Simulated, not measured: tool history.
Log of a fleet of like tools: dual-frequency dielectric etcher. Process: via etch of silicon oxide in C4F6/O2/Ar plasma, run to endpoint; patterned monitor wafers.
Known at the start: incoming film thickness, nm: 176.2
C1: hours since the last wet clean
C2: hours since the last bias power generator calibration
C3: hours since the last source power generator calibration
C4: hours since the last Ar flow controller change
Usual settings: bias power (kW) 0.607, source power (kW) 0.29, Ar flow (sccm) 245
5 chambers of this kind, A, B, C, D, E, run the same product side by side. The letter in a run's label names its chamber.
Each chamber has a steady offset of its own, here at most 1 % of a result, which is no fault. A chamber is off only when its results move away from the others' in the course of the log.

run 1D hour=4.1 | bias_power_(kW)=0.607 source_power_(kW)=0.29 Ar_flow_(sccm)=245 | C1=245 C2=444.4 C3=394.9 C4=812.9 | endpoint_time_(s)=39.957
run 2A hour=9.3 | bias_power_(kW)=0.607 source_power_(kW)=0.29 Ar_flow_(sccm)=245 | C1=443.6 C2=2517.3 C3=2367.3 C4=3998 | endpoint_time_(s)=39.718
run 3E hour=14.7 | bias_power_(kW)=0.607 source_power_(kW)=0.29 Ar_flow_(sccm)=245 | C1=204.7 C2=720.8 C3=734.1 C4=1171.4 | endpoint_time_(s)=39.304
run 4C hour=19.3 | bias_power_(kW)=0.607 source_power_(kW)=0.29 Ar_flow_(sccm)=245 | C1=320.9 C2=174.5 C3=415.9 C4=1397.6 | endpoint_time_(s)=39.432
run 5B hour=23.1 | bias_power_(kW)=0.607 source_power_(kW)=0.29 Ar_flow_(sccm)=245 | C1=293.3 C2=3508.9 C3=982.6 C4=3342 | endpoint_time_(s)=39.831
run 6A hour=26.2 | bias_power_(kW)=0.607 source_power_(kW)=0.29 Ar_flow_(sccm)=245 | C1=460.5 C2=2534.2 C3=2384.2 C4=4014.9 | endpoint_time_(s)=39.878
run 7E hour=31 | bias_power_(kW)=0.607 source_power_(kW)=0.29 Ar_flow_(sccm)=245 | C1=221 C2=737.1 C3=750.4 C4=1187.7 | endpoint_time_(s)=39.37
run 8D hour=34.6 | bias_power_(kW)=0.607 source_power_(kW)=0.29 Ar_flow_(sccm)=245 | C1=275.5 C2=474.9 C3=425.4 C4=843.4 | endpoint_time_(s)=39.782
run 9B hour=38.6 | bias_power_(kW)=0.607 source_power_(kW)=0.29 Ar_flow_(sccm)=245 | C1=308.8 C2=3524.4 C3=998.1 C4=3357.5 | endpoint_time_(s)=39.79
run 10C hour=41.9 | bias_power_(kW)=0.607 source_power_(kW)=0.29 Ar_flow_(sccm)=245 | C1=343.5 C2=197.1 C3=438.5 C4=1420.2 | endpoint_time_(s)=39.545
run 11D hour=47.3 | bias_power_(kW)=0.562 source_power_(kW)=0.29 Ar_flow_(sccm)=245 | C1=288.2 C2=487.6 C3=438.1 C4=856.1 | endpoint_time_(s)=41.002
run 12C hour=51.5 | bias_power_(kW)=0.562 source_power_(kW)=0.29 Ar_flow_(sccm)=245 | C1=353.1 C2=206.7 C3=448.1 C4=1429.8 | endpoint_time_(s)=40.748
run 13B hour=55.4 | bias_power_(kW)=0.562 source_power_(kW)=0.29 Ar_flow_(sccm)=245 | C1=325.6 C2=3541.2 C3=1014.9 C4=3374.3 | endpoint_time_(s)=41.214
run 14E hour=60.4 | bias_power_(kW)=0.562 source_power_(kW)=0.29 Ar_flow_(sccm)=245 | C1=250.4 C2=766.5 C3=779.8 C4=1217.1 | endpoint_time_(s)=40.857
run 15A hour=63.8 | bias_power_(kW)=0.562 source_power_(kW)=0.29 Ar_flow_(sccm)=245 | C1=498.1 C2=2571.8 C3=2421.8 C4=4052.5 | endpoint_time_(s)=40.847
run 16A hour=69.3 | bias_power_(kW)=0.607 source_power_(kW)=0.29 Ar_flow_(sccm)=245 | C1=503.6 C2=2577.3 C3=2427.3 C4=4058 | endpoint_time_(s)=39.781
run 17B hour=74.8 | bias_power_(kW)=0.607 source_power_(kW)=0.29 Ar_flow_(sccm)=245 | C1=345 C2=3560.6 C3=1034.3 C4=3393.7 | endpoint_time_(s)=39.801
run 18C hour=79 | bias_power_(kW)=0.607 source_power_(kW)=0.29 Ar_flow_(sccm)=245 | C1=380.6 C2=234.2 C3=475.6 C4=1457.3 | endpoint_time_(s)=39.416
run 19D hour=83 | bias_power_(kW)=0.607 source_power_(kW)=0.29 Ar_flow_(sccm)=245 | C1=323.9 C2=523.3 C3=473.8 C4=891.8 | endpoint_time_(s)=39.909
run 20E hour=85.6 | bias_power_(kW)=0.654 source_power_(kW)=0.31 Ar_flow_(sccm)=245 | C1=275.6 C2=791.7 C3=805 C4=1242.3 | endpoint_time_(s)=37.488
run 21C hour=90.4 | bias_power_(kW)=0.654 source_power_(kW)=0.31 Ar_flow_(sccm)=245 | C1=392 C2=245.6 C3=487 C4=1468.7 | endpoint_time_(s)=37.295
run 22E hour=95.1 | bias_power_(kW)=0.654 source_power_(kW)=0.31 Ar_flow_(sccm)=245 | C1=285.1 C2=801.2 C3=814.5 C4=1251.8 | endpoint_time_(s)=37.603
run 23A hour=97.5 | bias_power_(kW)=0.654 source_power_(kW)=0.31 Ar_flow_(sccm)=245 | C1=531.8 C2=2605.5 C3=2455.5 C4=4086.2 | endpoint_time_(s)=37.715
run 24B hour=102.3 | bias_power_(kW)=0.654 source_power_(kW)=0.31 Ar_flow_(sccm)=245 | C1=372.5 C2=3588.1 C3=1061.8 C4=3421.2 | endpoint_time_(s)=37.694
run 25D hour=106.5 | bias_power_(kW)=0.607 source_power_(kW)=0.29 Ar_flow_(sccm)=245 | C1=347.4 C2=546.8 C3=497.3 C4=915.3 | endpoint_time_(s)=39.762
run 26E hour=111.5 | bias_power_(kW)=0.607 source_power_(kW)=0.29 Ar_flow_(sccm)=245 | C1=301.5 C2=817.6 C3=830.9 C4=1268.2 | endpoint_time_(s)=39.441
run 27D hour=115.1 | bias_power_(kW)=0.607 source_power_(kW)=0.29 Ar_flow_(sccm)=245 | C1=356 C2=555.4 C3=505.9 C4=923.9 | endpoint_time_(s)=39.784
run 28B hour=117.9 | bias_power_(kW)=0.607 source_power_(kW)=0.29 Ar_flow_(sccm)=245 | C1=388.1 C2=3603.7 C3=1077.4 C4=3436.8 | endpoint_time_(s)=40.095
run 29C hour=123.2 | bias_power_(kW)=0.607 source_power_(kW)=0.29 Ar_flow_(sccm)=245 | C1=424.8 C2=278.4 C3=519.8 C4=1501.5 | endpoint_time_(s)=39.568
run 30A hour=128.7 | bias_power_(kW)=0.607 source_power_(kW)=0.29 Ar_flow_(sccm)=245 | C1=563 C2=2636.7 C3=2486.7 C4=4117.4 | endpoint_time_(s)=39.892
run 31D hour=132.6 | bias_power_(kW)=0.607 source_power_(kW)=0.29 Ar_flow_(sccm)=245 | C1=373.5 C2=572.9 C3=523.4 C4=941.4 | endpoint_time_(s)=39.675
run 32C hour=135.8 | bias_power_(kW)=0.683 source_power_(kW)=0.29 Ar_flow_(sccm)=288 | C1=437.4 C2=291 C3=532.4 C4=1514.1 | endpoint_time_(s)=38.062
run 33E hour=138.6 | bias_power_(kW)=0.683 source_power_(kW)=0.29 Ar_flow_(sccm)=288 | C1=328.6 C2=844.7 C3=858 C4=1295.3 | endpoint_time_(s)=38.492
run 34B hour=143.7 | bias_power_(kW)=0.683 source_power_(kW)=0.29 Ar_flow_(sccm)=288 | C1=413.9 C2=3629.5 C3=1103.2 C4=3462.6 | endpoint_time_(s)=38.595
run 35A hour=147 | bias_power_(kW)=0.683 source_power_(kW)=0.29 Ar_flow_(sccm)=288 | C1=581.3 C2=2655 C3=2505 C4=4135.7 | endpoint_time_(s)=38.482
-- hour=150.4 chamber C: wet clean of the chamber
run 36E hour=151.1 | bias_power_(kW)=0.683 source_power_(kW)=0.29 Ar_flow_(sccm)=288 | C1=341.1 C2=857.2 C3=870.5 C4=1307.8 | endpoint_time_(s)=38.384
run 37B hour=153.6 | bias_power_(kW)=0.607 source_power_(kW)=0.29 Ar_flow_(sccm)=245 | C1=423.8 C2=3639.4 C3=1113.1 C4=3472.5 | endpoint_time_(s)=40.047
run 38D hour=157.9 | bias_power_(kW)=0.607 source_power_(kW)=0.29 Ar_flow_(sccm)=245 | C1=398.8 C2=598.2 C3=548.7 C4=966.7 | endpoint_time_(s)=40.21
run 39C hour=163.1 | bias_power_(kW)=0.607 source_power_(kW)=0.29 Ar_flow_(sccm)=245 | C1=12.8 C2=318.3 C3=559.7 C4=1541.4 | endpoint_time_(s)=39.381
run 40A hour=166.9 | bias_power_(kW)=0.607 source_power_(kW)=0.29 Ar_flow_(sccm)=245 | C1=601.2 C2=2674.9 C3=2524.9 C4=4155.6 | endpoint_time_(s)=39.339
run 41C hour=169.6 | bias_power_(kW)=0.607 source_power_(kW)=0.29 Ar_flow_(sccm)=245 | C1=19.3 C2=324.8 C3=566.2 C4=1547.9 | endpoint_time_(s)=39.372
run 42D hour=173.8 | bias_power_(kW)=0.607 source_power_(kW)=0.29 Ar_flow_(sccm)=245 | C1=414.7 C2=614.1 C3=564.6 C4=982.6 | endpoint_time_(s)=39.851
run 43E hour=178.2 | bias_power_(kW)=0.607 source_power_(kW)=0.29 Ar_flow_(sccm)=245 | C1=368.2 C2=884.3 C3=897.6 C4=1334.9 | endpoint_time_(s)=39.473
run 44A hour=182.8 | bias_power_(kW)=0.607 source_power_(kW)=0.29 Ar_flow_(sccm)=245 | C1=617.1 C2=2690.8 C3=2540.8 C4=4171.5 | endpoint_time_(s)=39.813

All 5 chambers run these settings next. Forecast each chamber's results:
run 45A hour=186.8 | bias_power_(kW)=0.607 source_power_(kW)=0.34 Ar_flow_(sccm)=245 | endpoint_time_(s)=?
run 45B hour=186.8 | bias_power_(kW)=0.607 source_power_(kW)=0.34 Ar_flow_(sccm)=245 | endpoint_time_(s)=?
run 45C hour=186.8 | bias_power_(kW)=0.607 source_power_(kW)=0.34 Ar_flow_(sccm)=245 | endpoint_time_(s)=?
run 45D hour=186.8 | bias_power_(kW)=0.607 source_power_(kW)=0.34 Ar_flow_(sccm)=245 | endpoint_time_(s)=?
run 45E hour=186.8 | bias_power_(kW)=0.607 source_power_(kW)=0.34 Ar_flow_(sccm)=245 | endpoint_time_(s)=?

run=45A endpoint_time_(s)=37.38
run=45B endpoint_time_(s)=37.561
run=45C endpoint_time_(s)=37.179
run=45D endpoint_time_(s)=37.736
run=45E endpoint_time_(s)=37.298

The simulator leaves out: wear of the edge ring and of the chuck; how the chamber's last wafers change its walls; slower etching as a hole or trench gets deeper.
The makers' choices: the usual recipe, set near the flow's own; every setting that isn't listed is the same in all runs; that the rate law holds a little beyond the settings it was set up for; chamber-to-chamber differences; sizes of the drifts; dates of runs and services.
